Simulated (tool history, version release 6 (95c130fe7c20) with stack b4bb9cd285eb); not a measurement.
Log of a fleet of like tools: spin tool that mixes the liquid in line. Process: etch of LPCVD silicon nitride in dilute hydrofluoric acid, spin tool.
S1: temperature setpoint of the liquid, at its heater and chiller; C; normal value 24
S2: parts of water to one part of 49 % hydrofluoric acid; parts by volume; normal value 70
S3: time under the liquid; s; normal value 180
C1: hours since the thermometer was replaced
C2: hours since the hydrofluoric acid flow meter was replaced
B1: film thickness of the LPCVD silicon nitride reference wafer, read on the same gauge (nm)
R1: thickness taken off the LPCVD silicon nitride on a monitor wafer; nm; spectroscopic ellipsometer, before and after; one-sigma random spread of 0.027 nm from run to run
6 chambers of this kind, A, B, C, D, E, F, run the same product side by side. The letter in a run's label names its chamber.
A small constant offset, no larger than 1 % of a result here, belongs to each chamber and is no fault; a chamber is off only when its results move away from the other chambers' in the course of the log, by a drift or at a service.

Run 1E, day 0.458: usual settings; C1 284.8; C2 264.7; B1 30.003. Result: R1 1.2068 nm.
Run 2D, day 0.704: usual settings; C1 1817.4; C2 846.6; B1 30.007. Result: R1 1.2671 nm.
Run 3A, day 1.038: usual settings; C1 965; C2 550.4; B1 30.015. Result: R1 1.268 nm.
Run 4B, day 1.354: usual settings; C1 380.9; C2 923.8; B1 30.017. Result: R1 1.2704 nm.
Run 5C, day 1.871: usual settings; C1 299.2; C2 263.5; B1 30.009. Result: R1 1.2361 nm.
Run 6F, day 2.275: usual settings; C1 1834.2; C2 1071.8; B1 29.984. Result: R1 1.2152 nm.
Run 7F, day 2.571: usual settings; C1 1841.3; C2 1078.9; B1 29.995. Result: R1 1.2793 nm.
Run 8D, day 2.879: usual settings; C1 1869.6; C2 898.8; B1 29.99. Result: R1 1.2118 nm.
Run 9C, day 3.129: usual settings; C1 329.4; C2 293.7; B1 30.01. Result: R1 1.2711 nm.
Run 10E, day 3.446: usual settings; C1 356.5; C2 336.4; B1 29.997. Result: R1 1.2351 nm.
Run 11A, day 3.679: usual settings; C1 1028.4; C2 613.8; B1 30.006. Result: R1 1.1747 nm.
Run 12B, day 4.046: usual settings; C1 445.5; C2 988.4; B1 29.982. Result: R1 1.226 nm.
Run 13C, day 4.367: usual settings; C1 359.1; C2 323.4; B1 30.006. Result: R1 1.2543 nm.
Run 14E, day 4.838: usual settings; C1 389.9; C2 369.8; B1 30.006. Result: R1 1.2492 nm.
At day 4.879: chamber F: thermometer replaced.
Run 15F, day 5.142: usual settings but S3 145 s; C1 6.3; C2 1140.6; B1 29.992. Result: R1 1.0182 nm.
Run 16D, day 5.408: usual settings but S3 145 s; C1 1930.3; C2 959.5; B1 29.976. Result: R1 1.0399 nm.
Run 17B, day 5.708: usual settings but S3 145 s; C1 485.4; C2 1028.3; B1 30.002. Result: R1 1.0124 nm.
Run 18A, day 6.096: usual settings but S3 145 s; C1 1086.4; C2 671.8; B1 29.999. Result: R1 0.99839 nm.
Run 19F, day 6.479: usual settings but S3 145 s; C1 38.4; C2 1172.7; B1 30.001. Result: R1 0.98171 nm.
Run 20A, day 6.796: usual settings but S3 145 s; C1 1103.2; C2 688.6; B1 29.996. Result: R1 1.0073 nm.
Run 21C, day 7.238: usual settings; C1 428; C2 392.3; B1 30.009. Result: R1 1.3003 nm.
Run 22E, day 7.571: usual settings; C1 455.5; C2 435.4; B1 30.016. Result: R1 1.2123 nm.
Run 23D, day 7.821: usual settings; C1 1988.2; C2 1017.4; B1 29.996. Result: R1 1.233 nm.
Run 24B, day 8.188: usual settings; C1 544.9; C2 1087.8; B1 29.991. Result: R1 1.189 nm.
Run 25C, day 8.438: usual settings; C1 456.8; C2 421.1; B1 30.013. Result: R1 1.2102 nm.
Run 26F, day 8.692: usual settings; C1 91.5; C2 1225.8; B1 30.014. Result: R1 1.2295 nm.
Run 27D, day 9.196: usual settings; C1 2021.2; C2 1050.4; B1 29.985. Result: R1 1.2602 nm.
Run 28B, day 9.604: usual settings; C1 578.9; C2 1121.8; B1 30.013. Result: R1 1.2518 nm.
Run 29A, day 10.042: usual settings; C1 1181.1; C2 766.5; B1 30.007. Result: R1 1.2284 nm.
Run 30E, day 10.392: usual settings; C1 523.2; C2 503.1; B1 30.009. Result: R1 1.2413 nm.
Run 31E, day 10.65: usual settings; C1 529.4; C2 509.3; B1 30.004. Result: R1 1.2368 nm.
Run 32F, day 11.021: usual settings; C1 147.4; C2 1281.7; B1 29.983. Result: R1 1.2109 nm.
At day 11.058: chamber F: hydrofluoric acid flow meter replaced.
Run 33A, day 11.317: usual settings but S1 21.5 C, S3 110 s; C1 1211.7; C2 797.1; B1 30.009. Result: R1 0.62415 nm.
Run 34B, day 11.842: usual settings but S1 21.5 C, S3 110 s; C1 632.6; C2 1175.5; B1 30.01. Result: R1 0.64426 nm.
Run 35D, day 12.312: usual settings but S1 21.5 C, S3 110 s; C1 2096; C2 1125.2; B1 29.994. Result: R1 0.64834 nm.
Run 36C, day 12.846: usual settings but S1 21.5 C, S3 110 s; C1 562.6; C2 526.9; B1 30. Result: R1 0.63467 nm.
Run 37F, day 13.204: usual settings but S1 21.5 C, S3 110 s; C1 199.8; C2 51.6; B1 30.005. Result: R1 0.63685 nm.
Run 38A, day 13.662: usual settings but S1 21.5 C, S3 110 s; C1 1268; C2 853.4; B1 30.001. Result: R1 0.64915 nm.
At day 13.821: chamber C: thermometer replaced.
Run 39E, day 14.05: usual settings; C1 611; C2 590.9; B1 30.019. Result: R1 1.2275 nm.
Run 40C, day 14.554: usual settings; C1 17.7; C2 567.9; B1 30.017. Result: R1 1.2411 nm.
Run 41D, day 14.817: usual settings; C1 2156.1; C2 1185.3; B1 30.023. Result: R1 1.2152 nm.

All chambers now run identical settings, listed one chamber a line with results as question marks. What results will each chamber show?
Run 42A, day 15.2: usual settings but S1 21.5 C. Result: R1 ?.
Run 42B, day 15.2: usual settings but S1 21.5 C. Result: R1 ?.
Run 42C, day 15.2: usual settings but S1 21.5 C. Result: R1 ?.
Run 42D, day 15.2: usual settings but S1 21.5 C. Result: R1 ?.
Run 42E, day 15.2: usual settings but S1 21.5 C. Result: R1 ?.
Run 42F, day 15.2: usual settings but S1 21.5 C. Result: R1 ?.

run      R1
42A  1.0716
42B  1.0509
42C  1.0331
42D  1.0513
42E  1.0561
42F  1.0725
